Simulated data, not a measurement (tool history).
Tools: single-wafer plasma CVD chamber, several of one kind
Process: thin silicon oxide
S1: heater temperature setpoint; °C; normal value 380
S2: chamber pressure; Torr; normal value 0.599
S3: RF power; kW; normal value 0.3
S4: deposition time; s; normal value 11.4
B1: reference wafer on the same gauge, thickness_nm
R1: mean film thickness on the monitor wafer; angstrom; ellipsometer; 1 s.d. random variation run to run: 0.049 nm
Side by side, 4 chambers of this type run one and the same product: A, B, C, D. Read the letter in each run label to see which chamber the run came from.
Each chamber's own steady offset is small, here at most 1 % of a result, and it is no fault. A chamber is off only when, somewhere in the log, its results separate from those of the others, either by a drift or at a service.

{"run": "1A", "hour": 5.2, "S1": 380, "S2": 0.599, "S3": 0.3, "S4": 11.4, "B1": 18.602, "R1": 156.45}
{"run": "2D", "hour": 9.8, "S1": 380, "S2": 0.599, "S3": 0.3, "S4": 11.4, "B1": 18.609, "R1": 157.6}
{"run": "3B", "hour": 14.8, "S1": 380, "S2": 0.599, "S3": 0.3, "S4": 11.4, "B1": 18.59, "R1": 157.14}
{"run": "4C", "hour": 19.9, "S1": 380, "S2": 0.599, "S3": 0.3, "S4": 11.4, "B1": 18.603, "R1": 157.52}
{"run": "5C", "hour": 25.3, "S1": 385, "S2": 0.691, "S3": 0.3, "S4": 11.4, "B1": 18.601, "R1": 183.85}
{"run": "6B", "hour": 29.5, "S1": 385, "S2": 0.691, "S3": 0.3, "S4": 11.4, "B1": 18.592, "R1": 182.1}
{"run": "7D", "hour": 34.3, "S1": 385, "S2": 0.691, "S3": 0.3, "S4": 11.4, "B1": 18.602, "R1": 182.42}
{"run": "8A", "hour": 38.7, "S1": 385, "S2": 0.691, "S3": 0.3, "S4": 11.4, "B1": 18.595, "R1": 181.52}
{"run": "9D", "hour": 43.0, "S1": 380, "S2": 0.599, "S3": 0.3, "S4": 11.4, "B1": 18.596, "R1": 155.76}
{"run": "10C", "hour": 46.1, "S1": 380, "S2": 0.599, "S3": 0.3, "S4": 11.4, "B1": 18.603, "R1": 157.34}
{"run": "11B", "hour": 49.0, "S1": 380, "S2": 0.599, "S3": 0.3, "S4": 11.4, "B1": 18.603, "R1": 156.64}
{"run": "12A", "hour": 54.2, "S1": 380, "S2": 0.599, "S3": 0.3, "S4": 11.4, "B1": 18.605, "R1": 155.85}
{"run": "13B", "hour": 58.0, "S1": 380, "S2": 0.599, "S3": 0.3, "S4": 11.4, "B1": 18.612, "R1": 158.11}
{"run": "14D", "hour": 62.0, "S1": 380, "S2": 0.599, "S3": 0.3, "S4": 11.4, "B1": 18.586, "R1": 156.51}
{"run": "15A", "hour": 65.5, "S1": 380, "S2": 0.599, "S3": 0.3, "S4": 11.4, "B1": 18.604, "R1": 156.42}
{"run": "16C", "hour": 69.2, "S1": 380, "S2": 0.599, "S3": 0.3, "S4": 11.4, "B1": 18.6, "R1": 157.78}
{"run": "17C", "hour": 72.8, "S1": 380, "S2": 0.657, "S3": 0.3, "S4": 9.3, "B1": 18.597, "R1": 142.65}
{"run": "18A", "hour": 75.5, "S1": 380, "S2": 0.657, "S3": 0.3, "S4": 9.3, "B1": 18.597, "R1": 140.64}
{"run": "19B", "hour": 79.3, "S1": 380, "S2": 0.657, "S3": 0.3, "S4": 9.3, "B1": 18.596, "R1": 142.07}
{"run": "20D", "hour": 83.7, "S1": 380, "S2": 0.657, "S3": 0.3, "S4": 9.3, "B1": 18.603, "R1": 139.64}
{"run": "21A", "hour": 88.0, "S1": 380, "S2": 0.599, "S3": 0.3, "S4": 11.4, "B1": 18.592, "R1": 156.31}
{"run": "22C", "hour": 91.9, "S1": 380, "S2": 0.599, "S3": 0.3, "S4": 11.4, "B1": 18.607, "R1": 157.89}
{"run": "23D", "hour": 95.6, "S1": 380, "S2": 0.599, "S3": 0.3, "S4": 11.4, "B1": 18.607, "R1": 155.24}
{"run": "24B", "hour": 99.7, "S1": 380, "S2": 0.599, "S3": 0.3, "S4": 11.4, "B1": 18.614, "R1": 157.69}
{"run": "25C", "hour": 103.1, "S1": 380, "S2": 0.599, "S3": 0.3, "S4": 11.4, "B1": 18.622, "R1": 157.72}
{"run": "26B", "hour": 105.9, "S1": 374, "S2": 0.599, "S3": 0.3, "S4": 11.4, "B1": 18.612, "R1": 157.53}
{"run": "27A", "hour": 111.0, "S1": 374, "S2": 0.599, "S3": 0.3, "S4": 11.4, "B1": 18.619, "R1": 157.27}
{"run": "28D", "hour": 116.4, "S1": 374, "S2": 0.599, "S3": 0.3, "S4": 11.4, "B1": 18.592, "R1": 155.48}
{"run": "29B", "hour": 120.1, "S1": 374, "S2": 0.599, "S3": 0.3, "S4": 11.4, "B1": 18.601, "R1": 157.64}
{"run": "30C", "hour": 125.3, "S1": 380, "S2": 0.599, "S3": 0.3, "S4": 11.4, "B1": 18.6, "R1": 157.36}
{"run": "31A", "hour": 129.1, "S1": 380, "S2": 0.599, "S3": 0.3, "S4": 11.4, "B1": 18.601, "R1": 155.57}

Predict what each chamber gives when all 4 of them run the settings below next.
{"run": "32A", "hour": 133.0, "S1": 380, "S2": 0.599, "S3": 0.3, "S4": 11.4, "R1": "?"}
{"run": "32B", "hour": 133.0, "S1": 380, "S2": 0.599, "S3": 0.3, "S4": 11.4, "R1": "?"}
{"run": "32C", "hour": 133.0, "S1": 380, "S2": 0.599, "S3": 0.3, "S4": 11.4, "R1": "?"}
{"run": "32D", "hour": 133.0, "S1": 380, "S2": 0.599, "S3": 0.3, "S4": 11.4, "R1": "?"}

run=32A R1=155.9
run=32B R1=157.51
run=32C R1=157.64
run=32D R1=153.64
